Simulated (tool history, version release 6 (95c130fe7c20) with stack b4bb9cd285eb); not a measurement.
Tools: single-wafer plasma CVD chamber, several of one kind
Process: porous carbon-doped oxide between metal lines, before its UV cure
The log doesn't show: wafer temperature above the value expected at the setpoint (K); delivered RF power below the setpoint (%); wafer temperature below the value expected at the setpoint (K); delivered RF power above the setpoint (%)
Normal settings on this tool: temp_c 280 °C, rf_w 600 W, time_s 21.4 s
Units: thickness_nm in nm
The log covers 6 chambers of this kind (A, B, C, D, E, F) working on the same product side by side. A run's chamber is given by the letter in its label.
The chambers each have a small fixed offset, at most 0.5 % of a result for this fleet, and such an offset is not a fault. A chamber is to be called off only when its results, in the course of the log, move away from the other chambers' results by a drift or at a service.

run,hour,temp_c,rf_w,time_s,hours since the last thermocouple change,hours since the last RF generator calibration,"read-back reference wafer on the same gauge, thickness_nm",thickness_nm
1A,7.8,280,600,21.4,757.3,1925.4,128.98,148.77
2B,14.9,280,600,21.4,1901.6,46.3,129.07,147.82
3C,24.0,280,600,21.4,714.8,1579.8,129.04,148.50
4F,33.0,280,600,21.4,863.8,1183.1,128.99,147.72
5D,39.0,280,600,21.4,1677.5,1956.7,128.85,149.90
6E,48.4,269,505,21.4,1497.3,2186.2,128.85,143.33
7B,57.4,269,505,21.4,1944.1,88.8,128.84,142.19
8C,67.5,269,505,21.4,758.3,1623.3,129.02,142.15
9A,72.2,269,505,21.4,821.7,1989.8,129.05,143.56
# hour 78.7: chamber C: RF generator calibrated
10E,79.3,269,505,21.4,1528.2,2217.1,128.99,142.61
11F,89.2,269,505,21.4,920.0,1239.3,128.91,142.31
12D,94.3,280,600,21.4,1732.8,2012.0,129.03,149.73
13F,98.8,280,600,21.4,929.6,1248.9,128.94,147.98
14A,106.8,280,600,21.4,856.3,2024.4,128.97,148.78
15E,116.4,280,600,21.4,1565.3,2254.2,128.94,147.48
16D,124.4,280,600,19.4,1762.9,2042.1,129.00,136.74
17B,130.0,280,600,19.4,2016.7,161.4,128.90,135.14
18C,136.0,280,600,19.4,826.8,57.3,128.97,135.66
19B,144.5,280,600,19.4,2031.2,175.9,129.00,134.47
# hour 149.2: chamber A: thermocouple changed; heater temperature recalibrated
20E,151.4,280,600,19.4,1600.3,2289.2,129.03,135.02
21C,156.8,280,600,19.4,847.6,78.1,129.02,134.71
22A,161.9,280,600,21.4,12.8,2079.5,129.05,149.53
23D,168.6,280,600,21.4,1807.1,2086.3,128.92,150.39
# hour 168.7: chamber E: RF generator calibrated
24F,173.0,280,600,21.4,1003.8,1323.1,128.98,148.86
25B,182.9,280,600,21.4,2069.6,214.3,129.00,148.17
26C,190.6,280,600,21.4,881.4,111.9,129.09,148.43
27E,197.7,280,600,21.4,1646.6,29.1,129.00,148.24
28F,203.7,280,685,21.4,1034.5,1353.8,128.83,162.83
29A,208.6,280,685,21.4,59.5,2126.2,129.07,162.11
30D,216.6,280,685,21.4,1855.1,2134.3,129.08,164.00
31D,223.8,280,685,21.4,1862.3,2141.5,129.06,162.53
32F,232.8,280,685,21.4,1063.6,1382.9,128.98,162.70
33E,242.6,280,685,21.4,1691.5,74.0,128.97,161.23
34C,248.0,280,600,21.4,938.8,169.3,128.98,148.51
35A,252.8,280,600,21.4,103.7,2170.4,128.97,149.70
36B,258.7,280,600,21.4,2145.4,290.1,129.05,147.49
37C,263.9,280,600,21.4,954.7,185.2,129.00,148.81
# hour 265.4: chamber D: RF generator calibrated
38B,271.7,280,600,21.4,2158.4,303.1,128.89,148.19
39E,281.5,280,600,21.4,1730.4,112.9,129.09,148.80
40F,287.8,280,600,21.4,1118.6,1437.9,129.08,149.01
41A,297.5,280,600,21.4,148.4,2215.1,128.96,148.96
42D,304.1,280,600,21.4,1942.6,38.7,128.95,149.81

One chamber off, gauge drift, or nothing amiss beyond the chambers' own small offsets? If it is a chamber, which one, and what is the likeliest cause?

Beyond each chamber's small constant offset nothing stands out, and the gauge stays steady.

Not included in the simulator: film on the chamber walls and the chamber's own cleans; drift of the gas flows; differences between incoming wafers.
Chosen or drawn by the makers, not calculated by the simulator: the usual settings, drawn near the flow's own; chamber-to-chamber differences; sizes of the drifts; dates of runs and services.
